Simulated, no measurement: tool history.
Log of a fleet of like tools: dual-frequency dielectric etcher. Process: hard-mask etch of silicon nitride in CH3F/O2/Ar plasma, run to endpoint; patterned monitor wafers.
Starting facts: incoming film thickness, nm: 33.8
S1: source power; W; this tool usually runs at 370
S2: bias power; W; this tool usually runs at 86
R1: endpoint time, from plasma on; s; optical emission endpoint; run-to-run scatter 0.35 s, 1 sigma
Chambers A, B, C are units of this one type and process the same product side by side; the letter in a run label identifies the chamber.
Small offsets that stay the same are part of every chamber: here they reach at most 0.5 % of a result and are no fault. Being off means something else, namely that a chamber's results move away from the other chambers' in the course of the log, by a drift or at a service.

Run 1A, hour 7.1: usual settings. Result: R1 47.399 s.
Run 2C, hour 14.6: usual settings. Result: R1 47.095 s.
Run 3B, hour 22.7: usual settings. Result: R1 47.416 s.
Run 4C, hour 29.2: usual settings. Result: R1 47.355 s.
Run 5B, hour 34.3: usual settings. Result: R1 46.924 s.
Run 6A, hour 41: usual settings. Result: R1 46.536 s.
Run 7C, hour 48.4: usual settings. Result: R1 47.218 s.
Run 8B, hour 56.5: usual settings. Result: R1 47.251 s.
Run 9A, hour 61.2: usual settings. Result: R1 46.722 s.
Run 10B, hour 69.7: usual settings. Result: R1 46.86 s.
Run 11C, hour 76.8: usual settings. Result: R1 46.855 s.
Run 12A, hour 85.8: usual settings. Result: R1 47.186 s.
Run 13A, hour 93.3: usual settings. Result: R1 46.531 s.
Run 14B, hour 97.9: usual settings. Result: R1 47.85 s.
Run 15C, hour 103.9: usual settings but S1 450 W. Result: R1 42.864 s.
Run 16B, hour 110.6: usual settings but S1 450 W. Result: R1 44.259 s.
Run 17A, hour 117.9: usual settings but S1 450 W. Result: R1 44.165 s.
Run 18C, hour 124.1: usual settings. Result: R1 45.596 s.
Run 19A, hour 131.2: usual settings. Result: R1 47.198 s.
Run 20B, hour 138.9: usual settings. Result: R1 46.938 s.
Run 21C, hour 144.4: usual settings. Result: R1 45.882 s.
Run 22B, hour 150: usual settings but S1 430 W, S2 76 W. Result: R1 46.42 s.
Run 23A, hour 156.9: usual settings but S1 430 W, S2 76 W. Result: R1 46.414 s.

Each of the 3 chambers runs these same settings next. Fill in every chamber's results:
Run 24A, hour 163.4: usual settings but S2 93 W. Result: R1 ?.
Run 24B, hour 163.4: usual settings but S2 93 W. Result: R1 ?.
Run 24C, hour 163.4: usual settings but S2 93 W. Result: R1 ?.

run      R1
24A  46.134
24B  45.599
24C  43.942
